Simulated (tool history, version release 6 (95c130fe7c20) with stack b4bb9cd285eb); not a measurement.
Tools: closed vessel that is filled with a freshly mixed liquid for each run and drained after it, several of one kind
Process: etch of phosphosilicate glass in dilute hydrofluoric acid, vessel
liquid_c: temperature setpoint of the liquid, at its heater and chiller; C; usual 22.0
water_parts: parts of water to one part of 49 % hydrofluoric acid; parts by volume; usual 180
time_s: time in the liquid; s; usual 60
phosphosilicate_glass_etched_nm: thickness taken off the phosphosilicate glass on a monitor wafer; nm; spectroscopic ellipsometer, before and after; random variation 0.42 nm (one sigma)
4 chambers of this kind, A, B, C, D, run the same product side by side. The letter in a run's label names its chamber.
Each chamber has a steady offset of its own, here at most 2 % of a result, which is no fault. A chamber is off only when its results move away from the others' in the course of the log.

run,hour,liquid_c,water_parts,time_s,"read-back film thickness of the phosphosilicate glass reference wafer, read on the same gauge (nm)",phosphosilicate_glass_etched_nm
1C,4.6,22.0,180,60,130.03,44.852
2D,12.4,22.0,180,60,130.00,44.722
3A,18.1,22.0,180,60,129.99,43.186
4B,23.8,22.0,180,60,129.98,43.798
5D,27.7,22.0,180,60,130.02,45.482
6C,33.7,22.0,260,85,130.02,40.614
7A,39.5,22.0,260,85,130.03,39.212
8B,44.3,22.0,260,85,130.01,39.734
9B,50.8,22.0,260,85,129.98,40.361
10D,57.5,22.0,180,60,129.99,44.584
11C,61.9,22.0,180,60,130.00,45.281
12A,69.3,22.0,180,60,129.98,44.173
13D,76.0,22.0,180,60,130.00,44.591
14C,83.0,22.0,180,60,130.01,45.198
15A,91.1,22.0,180,60,130.00,43.261
16B,98.3,22.0,180,60,130.00,44.084
17D,102.7,22.0,180,60,129.99,45.672
18C,109.5,22.0,180,60,130.01,44.591
19A,117.0,22.0,180,60,129.99,43.843
20B,121.8,22.0,180,60,130.00,44.168
21C,128.2,22.0,180,60,129.98,44.916
# hour 132.3: chamber B: hydrofluoric acid flow meter replaced
22B,133.2,22.0,180,60,130.02,43.632
23A,139.1,22.0,215,60,130.00,35.209
24D,142.7,22.0,215,60,129.99,36.261
25D,150.3,22.0,215,60,130.02,36.400
26A,156.2,22.0,215,60,130.00,35.056
27B,163.9,22.0,180,60,130.00,44.296
28C,168.2,22.0,180,60,130.00,44.640
29D,175.0,22.0,180,60,129.99,45.396
30A,181.8,22.0,180,60,129.99,43.684
31C,187.1,26.5,180,60,129.99,53.224
32B,194.0,26.5,180,60,130.01,52.671
# hour 197.6: chamber C: hydrofluoric acid flow meter replaced
33B,198.4,26.5,180,60,130.01,52.346
34C,205.5,26.5,180,60,130.02,53.645
35D,213.1,22.0,180,60,129.99,44.972
36A,220.8,22.0,180,60,130.00,43.528
37D,227.2,22.0,180,60,130.01,45.171
38B,233.3,22.0,180,60,130.03,44.637

Is one chamber off against the others, does the gauge drift, or is nothing wrong? If a chamber is off, say which, and what the likeliest cause is.

No chamber stands off beyond its own small offset, and the gauge holds steady.

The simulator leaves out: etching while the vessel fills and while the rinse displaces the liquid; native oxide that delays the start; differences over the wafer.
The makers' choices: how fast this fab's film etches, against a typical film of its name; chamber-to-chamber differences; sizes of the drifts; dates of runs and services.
